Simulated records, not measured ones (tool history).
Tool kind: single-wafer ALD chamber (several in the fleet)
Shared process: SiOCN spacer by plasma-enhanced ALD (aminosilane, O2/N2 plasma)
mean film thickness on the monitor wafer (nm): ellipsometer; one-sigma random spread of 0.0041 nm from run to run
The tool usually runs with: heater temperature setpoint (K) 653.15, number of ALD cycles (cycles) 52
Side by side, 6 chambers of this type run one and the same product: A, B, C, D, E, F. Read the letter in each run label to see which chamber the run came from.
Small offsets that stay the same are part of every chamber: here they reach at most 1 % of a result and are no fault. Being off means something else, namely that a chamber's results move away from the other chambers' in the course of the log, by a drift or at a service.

run	day	heater temperature setpoint (K)	number of ALD cycles (cycles)	read-back reference wafer on the same gauge, thickness_nm	mean film thickness on the monitor wafer (nm)
1F	0.154	653.15	52	3.7088	3.1148
2A	0.300	653.15	52	3.7106	3.1134
3E	0.429	653.15	52	3.7089	3.1346
4D	0.621	653.15	52	3.7080	3.1126
5B	0.733	640.15	46	3.7080	2.7676
6C	0.917	640.15	46	3.7073	2.7829
7C	1.071	640.15	46	3.7053	2.7828
8E	1.225	640.15	46	3.7066	2.7694
9F	1.429	640.15	46	3.7073	2.7609
10B	1.571	640.15	46	3.7054	2.7636
11D	1.696	653.15	52	3.7065	3.1242
12A	1.904	653.15	52	3.7057	3.1209
13E	2.033	647.15	60	3.7044	3.6130
14B	2.142	647.15	60	3.7043	3.5950
15A	2.308	647.15	60	3.7033	3.5922
16D	2.450	647.15	60	3.7019	3.6043
17F	2.588	647.15	60	3.7031	3.5919
18C	2.796	647.15	60	3.7024	3.6219
19D	2.904	664.15	58	3.7018	3.4677
20A	3.038	664.15	58	3.7022	3.4690
21B	3.138	664.15	58	3.7014	3.4722
22C	3.308	664.15	58	3.7006	3.4993
23F	3.467	664.15	58	3.6992	3.4779
24E	3.633	664.15	58	3.7003	3.4876
25B	3.821	653.15	52	3.6999	3.1169
26A	4.025	653.15	52	3.6978	3.1076
27D	4.217	653.15	52	3.6988	3.1097
28C	4.412	653.15	52	3.6992	3.1343
29F	4.525	653.15	52	3.6978	3.1034
30E	4.671	653.15	52	3.6982	3.1261
31B	4.862	653.15	52	3.6955	3.1176
32E	5.071	653.15	52	3.6961	3.1291
33A	5.175	653.15	52	3.6943	3.1162
34C	5.338	653.15	52	3.6958	3.1368
35D	5.492	653.15	52	3.6955	3.1210
36F	5.592	653.15	52	3.6943	3.1040
37A	5.796	661.15	48	3.6940	2.8669
38E	5.983	661.15	48	3.6926	2.8808
39B	6.183	661.15	48	3.6921	2.8685
40F	6.338	661.15	48	3.6926	2.8684
41D	6.546	661.15	48	3.6925	2.8665
42C	6.750	661.15	48	3.6923	2.8916
43F	6.871	653.15	52	3.6905	3.1010

What goes on in this fleet: one chamber off, a drifting gauge, or nothing beyond the chambers' own small offsets? Name the chamber and the cause, if any.

None of the chambers is off. What moves is the gauge, dragging all their readings along together.
Likeliest cause: gauge reads low (%) = 0.529.
